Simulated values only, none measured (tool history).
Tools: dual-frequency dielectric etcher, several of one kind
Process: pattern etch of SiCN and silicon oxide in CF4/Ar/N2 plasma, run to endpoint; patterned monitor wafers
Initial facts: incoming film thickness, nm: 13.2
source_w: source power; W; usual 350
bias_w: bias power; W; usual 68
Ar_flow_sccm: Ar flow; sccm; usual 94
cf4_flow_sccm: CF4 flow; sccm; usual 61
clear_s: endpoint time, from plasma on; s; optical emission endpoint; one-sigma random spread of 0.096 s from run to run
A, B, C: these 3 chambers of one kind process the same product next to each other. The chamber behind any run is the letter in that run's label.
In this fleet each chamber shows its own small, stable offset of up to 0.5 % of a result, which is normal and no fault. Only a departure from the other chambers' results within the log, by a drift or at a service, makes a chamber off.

run 1C hour=4.4 | source_w=350 bias_w=68 Ar_flow_sccm=94 cf4_flow_sccm=61 | clear_s=19.768
run 2B hour=7.1 | source_w=350 bias_w=68 Ar_flow_sccm=94 cf4_flow_sccm=61 | clear_s=19.623
run 3A hour=10.9 | source_w=350 bias_w=68 Ar_flow_sccm=94 cf4_flow_sccm=61 | clear_s=19.702
run 4B hour=14.6 | source_w=350 bias_w=68 Ar_flow_sccm=94 cf4_flow_sccm=61 | clear_s=19.880
run 5C hour=17.7 | source_w=350 bias_w=68 Ar_flow_sccm=94 cf4_flow_sccm=61 | clear_s=19.746
run 6A hour=21.6 | source_w=350 bias_w=68 Ar_flow_sccm=94 cf4_flow_sccm=61 | clear_s=19.594
run 7C hour=26.9 | source_w=350 bias_w=68 Ar_flow_sccm=94 cf4_flow_sccm=61 | clear_s=19.834
run 8B hour=29.8 | source_w=350 bias_w=68 Ar_flow_sccm=94 cf4_flow_sccm=61 | clear_s=19.724
run 9A hour=32.3 | source_w=350 bias_w=68 Ar_flow_sccm=94 cf4_flow_sccm=61 | clear_s=19.670
run 10C hour=35.9 | source_w=350 bias_w=60 Ar_flow_sccm=117 cf4_flow_sccm=61 | clear_s=21.389
run 11B hour=40.1 | source_w=350 bias_w=60 Ar_flow_sccm=117 cf4_flow_sccm=61 | clear_s=21.365
run 12A hour=45.3 | source_w=350 bias_w=60 Ar_flow_sccm=117 cf4_flow_sccm=61 | clear_s=21.182
run 13C hour=48.6 | source_w=350 bias_w=68 Ar_flow_sccm=94 cf4_flow_sccm=61 | clear_s=19.647
run 14B hour=52.9 | source_w=350 bias_w=68 Ar_flow_sccm=94 cf4_flow_sccm=61 | clear_s=19.631
run 15A hour=57.9 | source_w=350 bias_w=68 Ar_flow_sccm=94 cf4_flow_sccm=61 | clear_s=19.677
-- hour=58.1 chamber C: wet clean of the chamber
run 16C hour=62.7 | source_w=350 bias_w=68 Ar_flow_sccm=94 cf4_flow_sccm=61 | clear_s=19.554
run 17A hour=67.8 | source_w=350 bias_w=68 Ar_flow_sccm=94 cf4_flow_sccm=61 | clear_s=19.757
run 18B hour=72.6 | source_w=350 bias_w=68 Ar_flow_sccm=94 cf4_flow_sccm=61 | clear_s=19.728
run 19B hour=75.3 | source_w=350 bias_w=68 Ar_flow_sccm=94 cf4_flow_sccm=61 | clear_s=19.681
run 20A hour=79.6 | source_w=350 bias_w=68 Ar_flow_sccm=94 cf4_flow_sccm=61 | clear_s=19.622
run 21C hour=83.8 | source_w=350 bias_w=68 Ar_flow_sccm=94 cf4_flow_sccm=61 | clear_s=19.728
run 22C hour=86.9 | source_w=350 bias_w=68 Ar_flow_sccm=94 cf4_flow_sccm=61 | clear_s=19.802
run 23A hour=91.8 | source_w=350 bias_w=68 Ar_flow_sccm=94 cf4_flow_sccm=61 | clear_s=19.883
run 24B hour=94.8 | source_w=350 bias_w=68 Ar_flow_sccm=94 cf4_flow_sccm=61 | clear_s=19.742
run 25A hour=99.5 | source_w=350 bias_w=68 Ar_flow_sccm=94 cf4_flow_sccm=61 | clear_s=19.596
run 26C hour=103.9 | source_w=350 bias_w=68 Ar_flow_sccm=94 cf4_flow_sccm=61 | clear_s=19.606
run 27B hour=108.6 | source_w=350 bias_w=68 Ar_flow_sccm=94 cf4_flow_sccm=61 | clear_s=19.747
-- hour=108.8 chamber A: wet clean of the chamber
run 28C hour=111.6 | source_w=350 bias_w=68 Ar_flow_sccm=94 cf4_flow_sccm=61 | clear_s=19.664
run 29A hour=114.6 | source_w=350 bias_w=68 Ar_flow_sccm=94 cf4_flow_sccm=61 | clear_s=19.644
run 30B hour=118.6 | source_w=350 bias_w=68 Ar_flow_sccm=94 cf4_flow_sccm=61 | clear_s=19.687
run 31B hour=123.5 | source_w=350 bias_w=68 Ar_flow_sccm=94 cf4_flow_sccm=61 | clear_s=19.924

One chamber off, gauge drift, or nothing amiss beyond the chambers' own small offsets? If it is a chamber, which one, and what is the likeliest cause?

Nothing is wrong: each chamber keeps only its own small, steady offset and the gauge holds still.

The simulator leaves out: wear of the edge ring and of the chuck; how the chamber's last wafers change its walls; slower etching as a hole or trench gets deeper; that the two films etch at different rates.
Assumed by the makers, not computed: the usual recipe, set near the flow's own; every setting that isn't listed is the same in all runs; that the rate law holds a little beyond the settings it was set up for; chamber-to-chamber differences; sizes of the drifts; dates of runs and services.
